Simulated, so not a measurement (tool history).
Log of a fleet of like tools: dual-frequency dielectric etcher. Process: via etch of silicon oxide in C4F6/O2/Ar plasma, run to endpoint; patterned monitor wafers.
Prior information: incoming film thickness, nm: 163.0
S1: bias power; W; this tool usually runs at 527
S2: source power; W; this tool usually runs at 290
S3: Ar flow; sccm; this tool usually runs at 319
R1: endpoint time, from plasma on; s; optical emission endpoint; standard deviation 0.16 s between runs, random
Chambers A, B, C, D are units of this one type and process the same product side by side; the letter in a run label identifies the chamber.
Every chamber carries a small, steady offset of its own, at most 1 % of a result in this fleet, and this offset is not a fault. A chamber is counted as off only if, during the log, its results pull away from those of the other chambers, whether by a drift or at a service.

run,day,S1,S2,S3,R1
1D,0.292,527,290,319,39.351
2C,0.533,527,290,319,39.744
3B,0.829,527,290,319,40.213
4A,1.221,527,290,319,39.445
5B,1.612,527,290,319,39.741
6A,1.858,527,290,319,39.601
7D,2.121,594,360,319,34.868
8C,2.392,594,360,319,35.187
9D,2.592,594,360,319,34.808
10A,2.788,594,360,319,35.089
11C,3.179,527,290,319,40.003
12B,3.479,527,290,319,39.969
13D,3.858,527,290,319,39.343
14A,4.029,527,290,319,39.534
15C,4.412,527,290,319,39.895
# day 4.417: chamber A: wet clean of the chamber
16B,4.608,527,290,319,39.81
17D,4.958,527,290,319,39.909
18C,5.2,527,320,319,38.436
19A,5.542,527,320,319,38.337
20B,5.821,527,320,319,38.832
21D,6.092,527,320,319,38.774
22B,6.325,527,290,319,40.037
23C,6.683,527,290,319,39.842
# day 6.904: chamber B: wet clean of the chamber
24A,6.983,527,290,319,39.428
25B,7.233,527,290,319,40.045
26D,7.412,527,290,319,40.501
27C,7.679,527,320,319,38.669
28A,7.996,527,320,319,38.51
29D,8.392,527,320,319,39.366
30B,8.712,527,320,319,38.601
31A,8.95,527,290,319,39.668
# day 9.071: chamber B: source power generator calibrated
32C,9.317,527,290,319,39.93
33B,9.642,527,290,319,40.122
34A,9.817,527,290,319,39.584
35C,10.025,527,290,319,40.085
36D,10.279,527,290,319,41.345
37C,10.542,527,240,355,42.985
38A,10.858,527,240,355,42.807
39D,11.162,527,240,355,45.198

Has any chamber moved away from the others, gradually or after a service, or does the common gauge drift, or do the chambers differ only by their own small steady offsets? State the chamber and the most likely cause if one applies.

It is chamber D that slowly wanders off from its peers.
Cause: etch rate under this chamber's usual, % = 4.96.

Chamber D could run next with any of the 4 candidate recipes listed below; each alters the usual settings, and their results appear as question marks. Which one brings its results back in line with what the other chambers deliver on the usual settings?
Maximum distance from the other chambers' mean on the usual settings for a result to count as in line: R1 0.57 s
40D-1,11.442,505,290,319,?
40D-2,11.442,559,310,313,?
40D-3,11.442,470,290,329,?
40D-4,11.442,527,290,273,?

Other chambers, usual settings, mean: R1 39.808 s
run,R1
40D-1,42.3
40D-2,39.586
40D-3,43.635
40D-4,40.887
The answer is 40D-2, which returns the chamber to within the allowed miss of the others.

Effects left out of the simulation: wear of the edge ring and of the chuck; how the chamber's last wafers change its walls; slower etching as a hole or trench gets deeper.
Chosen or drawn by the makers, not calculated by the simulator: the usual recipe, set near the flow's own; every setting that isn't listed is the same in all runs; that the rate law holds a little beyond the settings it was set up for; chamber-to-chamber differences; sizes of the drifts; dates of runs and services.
